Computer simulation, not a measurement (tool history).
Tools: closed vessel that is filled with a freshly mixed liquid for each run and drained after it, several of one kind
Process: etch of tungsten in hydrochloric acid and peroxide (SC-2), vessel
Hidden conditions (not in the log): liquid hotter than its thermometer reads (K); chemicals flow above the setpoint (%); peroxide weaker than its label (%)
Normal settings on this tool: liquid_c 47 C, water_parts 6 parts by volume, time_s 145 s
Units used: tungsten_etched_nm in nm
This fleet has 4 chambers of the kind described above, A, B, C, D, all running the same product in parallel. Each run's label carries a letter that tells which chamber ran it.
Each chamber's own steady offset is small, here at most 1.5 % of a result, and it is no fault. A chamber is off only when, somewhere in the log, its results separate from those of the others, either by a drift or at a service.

run	hour	liquid_c	water_parts	time_s	hours since the thermometer was replaced	hours since the chemicals flow meter was replaced	hours since the drum of peroxide was connected	read-back film thickness of the tungsten reference wafer, read on the same gauge (nm)	tungsten_etched_nm
1D	3.5	47	6	145	270.3	117.6	170.1	150	41.397
2C	7.1	47	6	145	795.6	481.5	973.5	150.01	40.682
3B	11.1	47	6	145	1250.7	44.5	390	150.04	41.079
4A	15.9	47	6	145	1607.2	1015.3	396.4	149.98	40.228
5A	19.3	47	6	95	1610.6	1018.7	399.8	150.03	26.569
6B	22.3	47	6	95	1261.9	55.7	401.2	149.94	27.089
7D	24.7	47	6	95	291.5	138.8	191.3	149.98	27.215
8C	27.3	47	6	95	815.8	501.7	993.7	150.02	26.867
9C	31.6	47	6	145	820.1	506	998	149.97	40.624
10D	33.7	47	6	145	300.5	147.8	200.3	149.97	41.891
11B	36.1	47	6	145	1275.7	69.5	415	150.08	40.513
12A	38.9	47	6	145	1630.2	1038.3	419.4	149.97	40.571
13D	41.9	47	6	145	308.7	156	208.5	149.99	42.369
14B	45.3	53.5	4.5	145	1284.9	78.7	424.2	150	76.115
15C	49.4	53.5	4.5	145	837.9	523.8	1015.8	149.97	77.31
16A	52	53.5	4.5	145	1643.3	1051.4	432.5	150.01	75.739
17D	55.4	53.5	4.5	145	322.2	169.5	222	150.02	81.794
18A	60.2	47	6	145	1651.5	1059.6	440.7	149.98	40.38
19B	63.4	47	6	145	1303	96.8	442.3	149.98	40.643
20C	67.1	37.5	6	145	855.6	541.5	1033.5	150.02	20.801
21C	71.5	37.5	6	145	860	545.9	1037.9	149.96	20.867
22B	75.2	37.5	6	145	1314.8	108.6	454.1	149.99	21.144
23D	78.6	37.5	6	145	345.4	192.7	245.2	150	22.491
24A	80.7	42.5	8.5	145	1672	1080.1	461.2	149.97	22.716
25A	85.4	42.5	8.5	145	1676.7	1084.8	465.9	150	22.671
26B	87.5	42.5	8.5	145	1327.1	120.9	466.4	150.02	22.936
27D	90.6	42.5	8.5	145	357.4	204.7	257.2	150	25.383
28C	93.7	47	6	145	882.2	568.1	1060.1	149.95	40.44
29B	97	47	6	145	1336.6	130.4	475.9	149.97	40.553
30A	100.8	47	6	145	1692.1	1100.2	481.3	150.05	40.788
31D	104.4	47	6	145	371.2	218.5	271	149.93	45.427
32C	108.8	47	6	145	897.3	583.2	1075.2	150.03	40.178
33C	112.3	47	6	145	900.8	586.7	1078.7	149.93	41.311
34A	114.5	47	6	145	1705.8	1113.9	495	149.99	39.68
35B	116.8	47	6	145	1356.4	150.2	495.7	150	40.599
36D	119.7	47	6	145	386.5	233.8	286.3	149.99	46.166
37D	124	47	6	145	390.8	238.1	290.6	150.03	46.575

Predict what each chamber gives when all 4 of them run the settings below next.
38A	127.5	40.5	6	145					?
38B	127.5	40.5	6	145					?
38C	127.5	40.5	6	145					?
38D	127.5	40.5	6	145					?

run	tungsten_etched_nm
38A	25.601
38B	25.844
38C	26.14
38D	29.989

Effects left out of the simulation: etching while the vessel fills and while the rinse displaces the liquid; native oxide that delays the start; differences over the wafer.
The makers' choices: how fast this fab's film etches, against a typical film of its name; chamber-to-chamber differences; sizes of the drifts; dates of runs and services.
